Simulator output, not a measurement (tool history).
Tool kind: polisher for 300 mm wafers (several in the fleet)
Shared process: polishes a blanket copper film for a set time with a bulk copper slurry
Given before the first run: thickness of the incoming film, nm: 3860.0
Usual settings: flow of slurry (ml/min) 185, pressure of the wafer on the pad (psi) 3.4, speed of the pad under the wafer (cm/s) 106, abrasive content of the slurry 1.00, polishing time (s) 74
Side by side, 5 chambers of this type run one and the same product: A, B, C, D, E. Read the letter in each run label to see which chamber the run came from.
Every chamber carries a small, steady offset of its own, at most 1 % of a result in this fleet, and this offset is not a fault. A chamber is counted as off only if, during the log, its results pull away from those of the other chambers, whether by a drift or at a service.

| run | hour | flow of slurry (ml/min) | pressure of the wafer on the pad (psi) | speed of the pad under the wafer (cm/s) | abrasive content of the slurry | polishing time (s) | film removed (Å) |
|---|---|---|---|---|---|---|---|
| 1E | 7.1 | 185 | 3.4 | 106 | 1.00 | 74 | 8802.9 |
|  | 8.1 | chamber A: slurry blender recalibrated |
|  | 11.6 | chamber E: slurry nozzle cleaned |
|  | 13.2 | chamber E: worn pad replaced by a new one |
| 2A | 19.0 | 185 | 3.4 | 106 | 1.00 | 74 | 8716.5 |
|  | 20.9 | chamber C: worn pad replaced by a new one |
| 3B | 28.4 | 185 | 3.4 | 106 | 1.00 | 74 | 8829.5 |
| 4C | 41.8 | 185 | 3.4 | 106 | 1.00 | 74 | 8650.3 |
| 5D | 53.0 | 185 | 3.4 | 106 | 1.00 | 74 | 8814.5 |
|  | 53.8 | chamber A: worn pad replaced by a new one |
| 6B | 61.5 | 185 | 3.4 | 106 | 1.00 | 74 | 8882.0 |
|  | 70.8 | chamber B: slurry blender recalibrated |
| 7D | 73.4 | 185 | 3.4 | 106 | 1.00 | 74 | 8669.8 |
|  | 78.3 | chamber A: slurry nozzle cleaned |
|  | 79.6 | chamber B: worn pad replaced by a new one |
| 8E | 84.5 | 185 | 3.4 | 106 | 1.00 | 74 | 8704.8 |
| 9A | 94.4 | 185 | 3.4 | 106 | 1.00 | 74 | 8696.2 |
| 10C | 101.2 | 185 | 3.4 | 80 | 1.00 | 74 | 6655.8 |
|  | 101.8 | chamber C: worn pad replaced by a new one |
|  | 110.5 | chamber A: slurry blender recalibrated |
| 11E | 114.6 | 185 | 3.4 | 80 | 1.00 | 74 | 6612.2 |
|  | 121.4 | chamber D: slurry blender recalibrated |
| 12C | 125.5 | 185 | 3.4 | 80 | 1.00 | 74 | 6651.8 |
|  | 137.1 | chamber A: worn pad replaced by a new one |
| 13A | 138.1 | 185 | 3.4 | 80 | 1.00 | 74 | 6585.4 |
|  | 140.0 | chamber E: slurry blender recalibrated |
|  | 144.1 | chamber C: slurry blender recalibrated |
|  | 147.3 | chamber E: worn pad replaced by a new one |
| 14D | 150.7 | 185 | 3.4 | 80 | 1.00 | 74 | 6623.5 |
|  | 163.5 | chamber B: worn pad replaced by a new one |
| 15B | 164.2 | 185 | 3.4 | 106 | 1.00 | 74 | 8920.8 |
| 16A | 175.9 | 185 | 3.4 | 106 | 1.00 | 74 | 8675.1 |
| 17C | 183.9 | 185 | 3.4 | 106 | 1.00 | 74 | 8779.0 |
| 18E | 190.8 | 185 | 3.4 | 106 | 1.00 | 74 | 8754.5 |
| 19B | 196.9 | 185 | 3.4 | 106 | 1.00 | 74 | 8814.0 |
|  | 198.2 | chamber C: worn pad replaced by a new one |
|  | 200.7 | chamber C: slurry nozzle cleaned |
| 20D | 205.9 | 185 | 3.4 | 106 | 1.00 | 74 | 8730.6 |
|  | 210.4 | chamber A: worn pad replaced by a new one |
| 21E | 218.0 | 185 | 3.4 | 106 | 1.00 | 74 | 8776.0 |
| 22B | 229.7 | 130 | 3.4 | 106 | 1.25 | 74 | 8742.0 |
|  | 229.8 | chamber A: slurry blender recalibrated |
| 23A | 241.9 | 130 | 3.4 | 106 | 1.25 | 74 | 8659.1 |
|  | 245.8 | chamber D: slurry blender recalibrated |
|  | 249.1 | chamber B: worn pad replaced by a new one |
| 24C | 249.7 | 130 | 3.4 | 106 | 1.25 | 74 | 8730.0 |
| 25D | 257.8 | 130 | 3.4 | 106 | 1.25 | 74 | 8354.0 |
|  | 258.5 | chamber B: slurry nozzle cleaned |
|  | 264.1 | chamber E: worn pad replaced by a new one |
|  | 270.3 | chamber A: slurry nozzle cleaned |
| 26C | 270.9 | 130 | 3.4 | 106 | 1.25 | 74 | 8633.3 |
|  | 281.3 | chamber C: slurry blender recalibrated |
| 27A | 284.6 | 185 | 3.4 | 106 | 1.00 | 74 | 8799.3 |
|  | 284.9 | chamber C: worn pad replaced by a new one |
|  | 291.6 | chamber C: head pressure recalibrated |
| 28D | 296.9 | 185 | 3.4 | 106 | 1.00 | 74 | 8545.4 |
|  | 303.1 | chamber A: worn pad replaced by a new one |
| 29E | 309.5 | 185 | 3.4 | 106 | 1.00 | 74 | 8849.3 |
| 30B | 320.0 | 185 | 3.4 | 106 | 1.00 | 84 | 10007.0 |
|  | 320.3 | chamber E: slurry blender recalibrated |
| 31C | 328.9 | 185 | 3.4 | 106 | 1.00 | 84 | 9988.1 |
|  | 334.7 | chamber B: worn pad replaced by a new one |
| 32E | 342.8 | 185 | 3.4 | 106 | 1.00 | 84 | 9855.4 |
| 33D | 352.0 | 185 | 3.4 | 106 | 1.00 | 84 | 9471.0 |
|  | 352.1 | chamber A: slurry blender recalibrated |
| 34B | 362.4 | 185 | 3.4 | 106 | 1.00 | 84 | 10104.0 |
|  | 366.5 | chamber C: worn pad replaced by a new one |
|  | 368.2 | chamber E: slurry nozzle cleaned |
| 35A | 372.9 | 185 | 3.4 | 106 | 1.00 | 74 | 8696.8 |
| 36E | 383.8 | 185 | 3.4 | 106 | 1.00 | 74 | 8833.1 |
|  | 384.1 | chamber A: worn pad replaced by a new one |
|  | 384.3 | chamber D: slurry blender recalibrated |
|  | 391.6 | chamber D: head pressure recalibrated |
| 37A | 395.3 | 185 | 3.4 | 106 | 1.00 | 74 | 8759.3 |
|  | 399.4 | chamber C: slurry blender recalibrated |
| 38C | 403.2 | 185 | 3.4 | 106 | 1.00 | 74 | 8682.5 |
|  | 411.2 | chamber B: worn pad replaced by a new one |
| 39D | 415.1 | 185 | 3.4 | 106 | 1.00 | 74 | 8163.5 |
| 40B | 427.3 | 185 | 3.4 | 106 | 1.00 | 74 | 8834.3 |

For the next run the whole fleet of 5 chambers uses the same settings. Give each chamber's results:
| 41A | 437.3 | 185 | 3.4 | 106 | 1.00 | 74 | ? |
| 41B | 437.3 | 185 | 3.4 | 106 | 1.00 | 74 | ? |
| 41C | 437.3 | 185 | 3.4 | 106 | 1.00 | 74 | ? |
| 41D | 437.3 | 185 | 3.4 | 106 | 1.00 | 74 | ? |
| 41E | 437.3 | 185 | 3.4 | 106 | 1.00 | 74 | ? |

| run | film removed (Å) |
|---|---|
| 41A | 8658.5 |
| 41B | 8858.1 |
| 41C | 8596.0 |
| 41D | 8105.3 |
| 41E | 8596.2 |

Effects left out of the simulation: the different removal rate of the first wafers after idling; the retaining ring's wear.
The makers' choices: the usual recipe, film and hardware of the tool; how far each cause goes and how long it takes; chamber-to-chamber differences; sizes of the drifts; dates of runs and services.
